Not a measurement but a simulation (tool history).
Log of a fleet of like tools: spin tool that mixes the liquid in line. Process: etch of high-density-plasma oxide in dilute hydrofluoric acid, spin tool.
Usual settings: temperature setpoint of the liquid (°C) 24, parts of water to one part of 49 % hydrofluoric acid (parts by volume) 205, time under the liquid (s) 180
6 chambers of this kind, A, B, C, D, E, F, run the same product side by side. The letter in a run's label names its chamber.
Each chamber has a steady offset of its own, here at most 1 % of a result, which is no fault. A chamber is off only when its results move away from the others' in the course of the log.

| run | hour | temperature setpoint of the liquid (°C) | parts of water to one part of 49 % hydrofluoric acid (parts by volume) | time under the liquid (s) | read-back film thickness of the high-density-plasma oxide reference wafer, read on the same gauge (nm) | thickness taken off the high-density-plasma oxide on a monitor wafer (Å) |
|---|---|---|---|---|---|---|
| 1C | 5.1 | 24 | 205 | 180 | 139.95 | 40.113 |
| 2D | 8.8 | 24 | 205 | 180 | 140.00 | 40.124 |
| 3B | 14.7 | 24 | 205 | 180 | 140.01 | 39.899 |
| 4A | 20.5 | 24 | 205 | 180 | 140.05 | 39.610 |
| 5F | 25.2 | 24 | 205 | 180 | 140.04 | 39.408 |
| 6E | 30.5 | 24 | 205 | 180 | 140.03 | 39.316 |
| 7E | 33.9 | 24 | 175 | 180 | 139.98 | 47.960 |
| 8D | 39.6 | 24 | 175 | 180 | 140.02 | 48.543 |
| 9F | 43.9 | 24 | 175 | 180 | 139.99 | 47.393 |
| 10B | 49.9 | 24 | 175 | 180 | 139.99 | 48.149 |
| 11C | 55.2 | 24 | 175 | 180 | 140.00 | 47.612 |
| 12A | 60.0 | 24 | 175 | 180 | 140.01 | 47.366 |
| 13B | 63.3 | 24 | 205 | 180 | 140.02 | 39.680 |
| 14A | 66.7 | 24 | 205 | 180 | 140.02 | 38.637 |
| 15F | 70.1 | 24 | 205 | 180 | 140.00 | 39.323 |
| 16C | 73.1 | 24 | 205 | 180 | 140.08 | 39.597 |
| 17D | 75.8 | 24 | 205 | 75 | 139.99 | 16.695 |
| 18E | 81.2 | 24 | 205 | 75 | 140.01 | 16.349 |
| 19F | 86.9 | 24 | 205 | 75 | 139.95 | 16.322 |
| 20D | 91.2 | 24 | 205 | 75 | 139.98 | 16.687 |
| 21B | 96.5 | 24 | 205 | 75 | 140.03 | 16.392 |
| 22A | 99.6 | 24 | 205 | 75 | 139.99 | 16.131 |
| 23E | 104.9 | 24 | 205 | 180 | 140.00 | 39.335 |
| 24C | 108.7 | 24 | 205 | 180 | 140.04 | 39.684 |
| 25F | 112.2 | 24 | 205 | 180 | 139.98 | 39.658 |
| 26B | 116.0 | 24 | 205 | 180 | 140.00 | 39.928 |
| 27C | 118.7 | 24 | 205 | 180 | 140.01 | 39.286 |
| 28E | 122.4 | 24 | 205 | 180 | 139.94 | 39.842 |
| 29A | 127.2 | 24 | 205 | 180 | 139.96 | 38.119 |
| 30D | 131.8 | 24 | 205 | 180 | 140.00 | 39.746 |
| 31B | 137.1 | 24 | 205 | 180 | 140.01 | 39.789 |
| 32D | 142.5 | 24 | 205 | 180 | 139.96 | 39.872 |
| 33C | 146.3 | 24 | 120 | 240 | 139.99 | 97.454 |
| 34A | 151.6 | 24 | 120 | 240 | 139.99 | 93.167 |
| 35E | 154.3 | 24 | 120 | 240 | 140.00 | 98.957 |
| 36F | 157.5 | 24 | 120 | 240 | 140.02 | 100.340 |
| 37D | 160.8 | 24 | 120 | 240 | 140.01 | 100.670 |
| 38C | 165.3 | 24 | 120 | 240 | 140.02 | 98.826 |
| 39F | 170.4 | 24 | 205 | 180 | 139.97 | 39.347 |
| 40A | 173.2 | 24 | 205 | 180 | 139.98 | 36.468 |
| 41E | 175.8 | 24 | 205 | 180 | 139.99 | 40.101 |
| 42B | 181.7 | 24 | 205 | 180 | 140.00 | 39.496 |

Next, every chamber runs the same settings. What will each give?
| 43A | 186.0 | 24 | 205 | 180 |  | ? |
| 43B | 186.0 | 24 | 205 | 180 |  | ? |
| 43C | 186.0 | 24 | 205 | 180 |  | ? |
| 43D | 186.0 | 24 | 205 | 180 |  | ? |
| 43E | 186.0 | 24 | 205 | 180 |  | ? |
| 43F | 186.0 | 24 | 205 | 180 |  | ? |

| run | thickness taken off the high-density-plasma oxide on a monitor wafer (Å) |
|---|---|
| 43A | 35.986 |
| 43B | 39.721 |
| 43C | 39.970 |
| 43D | 39.493 |
| 43E | 39.534 |
| 43F | 39.463 |
